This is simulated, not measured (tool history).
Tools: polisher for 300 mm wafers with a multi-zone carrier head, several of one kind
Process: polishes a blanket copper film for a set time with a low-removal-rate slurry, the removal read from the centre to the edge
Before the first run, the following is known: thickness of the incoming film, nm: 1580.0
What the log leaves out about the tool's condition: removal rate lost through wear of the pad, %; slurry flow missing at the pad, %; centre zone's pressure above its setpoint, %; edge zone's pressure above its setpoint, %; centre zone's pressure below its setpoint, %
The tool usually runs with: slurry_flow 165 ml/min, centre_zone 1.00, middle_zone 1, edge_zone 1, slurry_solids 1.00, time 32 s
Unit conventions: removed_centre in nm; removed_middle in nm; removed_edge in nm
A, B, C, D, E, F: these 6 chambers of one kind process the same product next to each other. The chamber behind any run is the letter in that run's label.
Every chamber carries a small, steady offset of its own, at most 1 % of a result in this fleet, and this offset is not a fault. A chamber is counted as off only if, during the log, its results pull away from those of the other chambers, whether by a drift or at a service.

run,hour,slurry_flow,centre_zone,middle_zone,edge_zone,slurry_solids,time,wafers polished on this pad,hours since the slurry nozzle was cleaned,hours since the centre zone pressure was calibrated,hours since the edge zone pressure was calibrated,removed_centre,removed_middle,removed_edge
# hour 6.4: chamber F: worn pad replaced by a new one
1B,6.6,165,1.00,1,1,1.00,32,250,295.5,309.8,155.1,54.950,56.751,55.457
# hour 14.6: chamber A: worn pad replaced by a new one
# hour 15.2: chamber A: slurry nozzle cleaned
2F,16.9,165,1.00,1,1,1.00,32,119,98.7,441.5,219.4,57.039,56.943,56.143
# hour 25.8: chamber E: worn pad replaced by a new one
3E,27.7,165,1.00,1,1,1.00,32,21,667.1,607.7,209.8,55.319,55.857,55.921
4A,34.8,165,1.00,1,1,1.00,32,229,19.7,162.0,1181.4,55.968,55.208,56.863
5C,45.6,165,1.00,1,1,1.00,32,557,106.0,374.9,104.8,57.059,54.724,55.435
# hour 46.5: chamber E: slurry nozzle cleaned
6D,55.6,165,1.00,1,1,1.00,32,800,136.2,223.1,668.3,55.430,55.148,57.401
# hour 60.5: chamber C: worn pad replaced by a new one
7B,61.5,165,1.00,1,1,1.00,32,872,350.4,364.7,210.0,56.763,56.694,56.432
8A,68.2,165,1.08,1,1,1.00,32,607,53.1,195.4,1214.8,60.470,55.978,56.976
9E,77.0,165,1.08,1,1,1.00,32,579,30.5,657.0,259.1,60.135,56.098,55.889
# hour 78.9: chamber F: worn pad replaced by a new one
10C,82.4,165,1.08,1,1,1.00,32,248,142.8,411.7,141.6,60.166,56.468,55.334
11D,91.4,165,1.08,1,1,1.00,32,1206,172.0,258.9,704.1,60.683,57.169,56.731
# hour 92.7: chamber E: worn pad replaced by a new one
# hour 95.0: chamber B: worn pad replaced by a new one
# hour 96.7: chamber D: worn pad replaced by a new one
12F,99.4,165,1.08,1,1,1.00,32,232,181.2,524.0,301.9,61.413,56.040,57.378
13B,107.0,165,1.08,1,1,1.00,32,136,395.9,410.2,255.5,60.492,55.470,54.739
14E,112.9,165,1.00,1,1,1.00,32,229,66.4,692.9,295.0,55.904,56.573,56.126
15F,119.8,165,1.00,1,1,0.85,32,463,201.6,544.4,322.3,53.891,54.957,53.714
16C,126.5,165,1.00,1,1,0.85,32,747,186.9,455.8,185.7,54.277,53.393,54.414
# hour 127.3: chamber C: worn pad replaced by a new one
17D,131.3,165,1.00,1,1,0.85,32,392,211.9,298.8,744.0,53.858,54.583,54.962
# hour 139.0: chamber A: worn pad replaced by a new one
18A,141.9,165,1.00,1,1,0.85,32,33,126.8,269.1,1288.5,54.146,54.248,54.085
19D,148.8,165,1.00,1,1,0.85,32,590,229.4,316.3,761.5,54.115,53.372,54.448
# hour 150.1: chamber F: worn pad replaced by a new one
20C,155.1,165,1.00,1,1,0.85,32,315,215.5,484.4,214.3,54.256,55.099,54.822
# hour 158.6: chamber D: centre zone pressure recalibrated
# hour 159.8: chamber D: edge zone pressure recalibrated
# hour 160.3: chamber E: worn pad replaced by a new one
21F,164.7,165,1.00,1,1,1.00,32,165,246.5,589.3,367.2,55.412,55.719,56.672
22A,173.4,165,1.00,1,1,1.00,32,389,158.3,300.6,1320.0,56.133,56.435,57.135
23B,182.7,165,1.00,1,1,1.00,32,993,471.6,485.9,331.2,55.132,54.886,56.174
# hour 186.9: chamber B: slurry nozzle cleaned
24E,190.0,165,1.00,1,1,1.00,32,336,143.5,770.0,372.1,55.521,57.075,56.633
# hour 190.7: chamber C: worn pad replaced by a new one
# hour 198.7: chamber D: worn pad replaced by a new one
# hour 200.4: chamber B: worn pad replaced by a new one
25C,200.7,165,1.00,1,1,1.00,32,113,261.1,530.0,259.9,55.889,55.926,56.064
26D,210.1,165,1.00,1,1,1.00,32,130,290.7,51.6,50.4,56.395,55.851,56.634
# hour 215.9: chamber F: worn pad replaced by a new one
27F,216.5,165,1.00,1,1,1.00,32,6,298.3,641.1,419.0,55.553,56.451,56.114
# hour 219.7: chamber D: slurry nozzle cleaned
28E,227.0,165,1.00,1,1,1.00,32,755,180.5,807.0,409.1,56.153,56.542,55.333
# hour 228.1: chamber E: worn pad replaced by a new one
29B,235.4,165,1.00,1,1,1.00,32,396,48.5,538.6,383.9,56.374,56.855,56.058
30A,244.4,165,1.07,1,1,1.00,27,1193,229.3,371.6,1391.0,50.463,48.556,46.606
31A,250.1,165,1.07,1,1,1.00,27,1257,235.0,377.3,1396.7,50.775,47.735,47.444
32B,258.5,165,1.07,1,1,1.00,27,658,71.6,561.7,407.0,50.319,47.660,46.843
# hour 260.0: chamber C: worn pad replaced by a new one
33D,267.9,165,1.07,1,1,1.00,27,784,48.2,109.4,108.2,50.129,47.245,47.609
34F,273.8,165,1.07,1,1,1.00,27,655,355.6,698.4,476.3,51.161,46.629,48.525
35C,282.1,165,1.07,1,1,1.00,27,250,342.5,611.4,341.3,51.013,46.478,47.402
# hour 283.6: chamber F: worn pad replaced by a new one
# hour 286.3: chamber E: worn pad replaced by a new one
36E,287.8,165,1.00,1,1,1.00,32,17,241.3,867.8,469.9,55.903,56.961,55.897
# hour 288.5: chamber D: worn pad replaced by a new one
37D,298.7,165,1.06,1,1,1.00,23,116,79.0,140.2,139.0,43.202,41.046,40.174
# hour 304.6: chamber B: worn pad replaced by a new one
38F,309.0,165,1.06,1,1,1.00,23,288,390.8,733.6,511.5,43.150,40.775,39.520
39B,318.1,165,1.06,1,1,1.00,23,153,131.2,621.3,466.6,43.115,40.018,40.762

All 6 chambers run these settings next. Forecast each chamber's results:
40A,325.9,165,1.00,1,1,1.00,32,,,,,?,?,?
40B,325.9,165,1.00,1,1,1.00,32,,,,,?,?,?
40C,325.9,165,1.00,1,1,1.00,32,,,,,?,?,?
40D,325.9,165,1.00,1,1,1.00,32,,,,,?,?,?
40E,325.9,165,1.00,1,1,1.00,32,,,,,?,?,?
40F,325.9,165,1.00,1,1,1.00,32,,,,,?,?,?

run,removed_centre,removed_middle,removed_edge
40A,55.355,55.361,55.173
40B,56.301,55.641,56.720
40C,55.602,54.977,55.913
40D,56.347,55.473,56.773
40E,56.284,57.131,56.436
40F,57.010,57.043,55.684
